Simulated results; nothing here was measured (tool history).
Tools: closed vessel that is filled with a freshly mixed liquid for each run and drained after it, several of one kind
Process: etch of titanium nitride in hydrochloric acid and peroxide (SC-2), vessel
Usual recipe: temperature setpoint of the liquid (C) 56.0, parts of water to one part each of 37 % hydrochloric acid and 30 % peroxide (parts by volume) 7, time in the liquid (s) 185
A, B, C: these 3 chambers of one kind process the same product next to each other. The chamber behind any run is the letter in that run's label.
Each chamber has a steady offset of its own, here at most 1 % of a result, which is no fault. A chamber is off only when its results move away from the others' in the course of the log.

run	hour	temperature setpoint of the liquid (C)	parts of water to one part each of 37 % hydrochloric acid and 30 % peroxide (parts by volume)	time in the liquid (s)	hours since the thermometer was replaced	hours since the chemicals flow meter was replaced	hours since the drum of peroxide was connected	read-back film thickness of the titanium nitride reference wafer, read on the same gauge (nm)	thickness taken off the titanium nitride on a monitor wafer (Å)
1B	5.1	56.0	7	185	450.6	608.5	141.9	60.006	133.200
2A	7.9	56.0	7	185	613.0	332.0	604.0	59.990	134.120
3C	12.9	56.0	7	185	813.4	337.6	424.4	59.976	132.650
4A	18.7	56.0	7	185	623.8	342.8	614.8	60.002	135.210
5C	22.1	56.0	7	185	822.6	346.8	433.6	59.997	131.420
6B	27.8	56.0	7	185	473.3	631.2	164.6	60.008	131.900
7B	32.6	56.0	7	185	478.1	636.0	169.4	59.995	132.220
8A	36.3	56.0	7	185	641.4	360.4	632.4	60.031	135.480
9C	40.6	56.0	7	185	841.1	365.3	452.1	59.997	131.440
10C	45.8	56.0	7	185	846.3	370.5	457.3	59.973	130.760
11A	50.4	56.0	7	185	655.5	374.5	646.5	59.989	137.460
12B	54.0	56.0	7	185	499.5	657.4	190.8	60.014	131.510
13C	56.9	46.5	7	115	857.4	381.6	468.4	59.999	44.170
14A	60.3	46.5	7	115	665.4	384.4	656.4	59.988	44.667
15B	65.2	46.5	7	115	510.7	668.6	202.0	60.004	43.730
16B	71.3	56.0	7	185	516.8	674.7	208.1	59.961	133.200
17A	74.5	56.0	7	185	679.6	398.6	670.6	60.006	136.970
18C	78.7	56.0	7	185	879.2	403.4	490.2	60.002	131.070
19B	84.1	51.5	7	185	529.6	687.5	220.9	59.974	98.989
20A	89.7	51.5	7	185	694.8	413.8	685.8	59.956	102.300
21C	94.2	51.5	7	185	894.7	418.9	505.7	59.991	99.404
22C	97.0	56.0	7	185	897.5	421.7	508.5	59.990	132.990
23B	101.9	56.0	7	185	547.4	705.3	238.7	60.016	132.350
# hour 104.0: chamber A: new drum of peroxide connected
24A	106.3	56.0	7	185	711.4	430.4	2.4	59.996	138.550

Has any chamber moved away from the others, gradually or after a service, or does the common gauge drift, or do the chambers differ only by their own small steady offsets? State the chamber and the most likely cause if one applies.

One chamber, A, drifts off from the rest bit by bit.
What lies behind it: chemicals flow above the setpoint (%) = 5.97.
The log may not tell that from: liquid hotter than its thermometer reads (K).

Below are 4 candidate recipes for chamber A's next run, each the usual settings with a change, their results shown as question marks. Which of them brings A's results back in line with what the other chambers give on the usual settings?
Maximum distance from the other chambers' mean on the usual settings for a result to count as in line: thickness taken off the titanium nitride on a monitor wafer (Å) 3.300
25A-1	110.7	55.5	7	180					?
25A-2	110.7	56.0	7	205					?
25A-3	110.7	56.5	7	190					?
25A-4	110.7	56.0	8	185					?

What the other chambers average on the usual settings: thickness taken off the titanium nitride on a monitor wafer (Å) 132.160
run	thickness taken off the titanium nitride on a monitor wafer (Å)
25A-1	131.250
25A-2	154.470
25A-3	147.930
25A-4	125.580
The right change is 25A-1: it brings the chamber back within the allowed miss of the others.
